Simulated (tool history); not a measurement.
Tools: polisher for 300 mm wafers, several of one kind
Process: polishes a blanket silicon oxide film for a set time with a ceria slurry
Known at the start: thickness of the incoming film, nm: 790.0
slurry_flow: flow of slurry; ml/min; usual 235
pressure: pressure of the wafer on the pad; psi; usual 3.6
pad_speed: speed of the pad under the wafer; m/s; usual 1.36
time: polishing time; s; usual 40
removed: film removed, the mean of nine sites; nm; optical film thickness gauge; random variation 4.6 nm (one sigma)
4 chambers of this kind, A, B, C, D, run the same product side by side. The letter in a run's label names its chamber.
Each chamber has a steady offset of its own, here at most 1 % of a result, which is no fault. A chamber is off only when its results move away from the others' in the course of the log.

| run | hour | slurry_flow | pressure | pad_speed | time | removed |
|---|---|---|---|---|---|---|
| 1C | 4.8 | 235 | 3.6 | 1.36 | 40 | 302.16 |
| 2D | 7.8 | 235 | 3.6 | 1.36 | 40 | 313.22 |
| 3A | 11.8 | 235 | 3.6 | 1.36 | 40 | 312.33 |
| 4B | 16.9 | 235 | 3.6 | 1.36 | 40 | 307.38 |
| 5D | 21.8 | 185 | 3.6 | 1.36 | 40 | 296.18 |
| 6B | 25 | 185 | 3.6 | 1.36 | 40 | 287.29 |
| 7C | 29.8 | 185 | 3.6 | 1.36 | 40 | 292.12 |
|  | 31.3 | chamber A: worn pad replaced by a new one |
| 8A | 33.7 | 185 | 3.6 | 1.36 | 40 | 304.39 |
| 9D | 36.8 | 235 | 3.6 | 1.36 | 40 | 312.9 |
| 10C | 41.6 | 235 | 4.2 | 1.36 | 40 | 352.14 |
|  | 44.6 | chamber B: slurry nozzle cleaned |
| 11A | 45.3 | 235 | 4.2 | 1.36 | 40 | 361.53 |
| 12B | 48 | 235 | 4.2 | 1.36 | 40 | 362.88 |
| 13B | 52.8 | 235 | 4.2 | 1.36 | 40 | 360.03 |
| 14D | 56.3 | 235 | 3.6 | 1.36 | 40 | 310.67 |
|  | 56.8 | chamber C: worn pad replaced by a new one |
| 15A | 60.3 | 235 | 3.6 | 1.36 | 40 | 318.86 |
| 16C | 64.8 | 235 | 3.6 | 1.36 | 40 | 311.63 |
| 17B | 70.6 | 235 | 3.6 | 1.36 | 40 | 304.81 |
| 18A | 76.2 | 235 | 3.6 | 1.36 | 40 | 310.18 |
| 19D | 80.3 | 235 | 3.6 | 1.36 | 40 | 313.37 |
| 20C | 85.6 | 235 | 3.6 | 1.36 | 40 | 311.68 |
|  | 86.2 | chamber A: worn pad replaced by a new one |
| 21B | 90 | 270 | 3.6 | 1.36 | 40 | 313.95 |
|  | 92.8 | chamber B: worn pad replaced by a new one |
| 22A | 95.7 | 270 | 3.6 | 1.36 | 40 | 306.44 |
| 23C | 101.4 | 270 | 3.6 | 1.36 | 40 | 317.04 |
| 24D | 104.3 | 270 | 3.6 | 1.36 | 40 | 306.33 |
| 25A | 107.9 | 235 | 3.6 | 1.36 | 40 | 306.08 |
| 26C | 111.8 | 235 | 3.6 | 1.36 | 40 | 303.92 |
| 27D | 116.5 | 235 | 3.6 | 1.36 | 40 | 289.09 |
| 28B | 119.9 | 235 | 3.6 | 1.36 | 40 | 303.76 |
|  | 121.4 | chamber A: slurry nozzle cleaned |
| 29B | 125.3 | 235 | 3.6 | 1.36 | 40 | 308.76 |
| 30D | 128.3 | 235 | 3.6 | 1.36 | 40 | 301.81 |
| 31A | 134.1 | 235 | 3.6 | 1.36 | 40 | 303.97 |
| 32C | 137.5 | 235 | 4.3 | 1.36 | 40 | 365.57 |
|  | 137.7 | chamber C: worn pad replaced by a new one |
| 33A | 141.5 | 235 | 4.3 | 1.36 | 40 | 365.17 |
|  | 145.7 | chamber A: worn pad replaced by a new one |
| 34D | 146.8 | 235 | 4.3 | 1.36 | 40 | 344.94 |
| 35B | 150.2 | 235 | 4.3 | 1.36 | 40 | 362.64 |
| 36C | 155.9 | 235 | 3.6 | 1.36 | 40 | 302.31 |
| 37A | 159 | 235 | 3.6 | 1.36 | 40 | 307.67 |

All 4 chambers run these settings next. Forecast each chamber's results:
| 38A | 163.4 | 235 | 3.6 | 1.36 | 40 | ? |
| 38B | 163.4 | 235 | 3.6 | 1.36 | 40 | ? |
| 38C | 163.4 | 235 | 3.6 | 1.36 | 40 | ? |
| 38D | 163.4 | 235 | 3.6 | 1.36 | 40 | ? |

| run | removed |
|---|---|
| 38A | 309.3 |
| 38B | 314.3 |
| 38C | 295.44 |
| 38D | 292.08 |
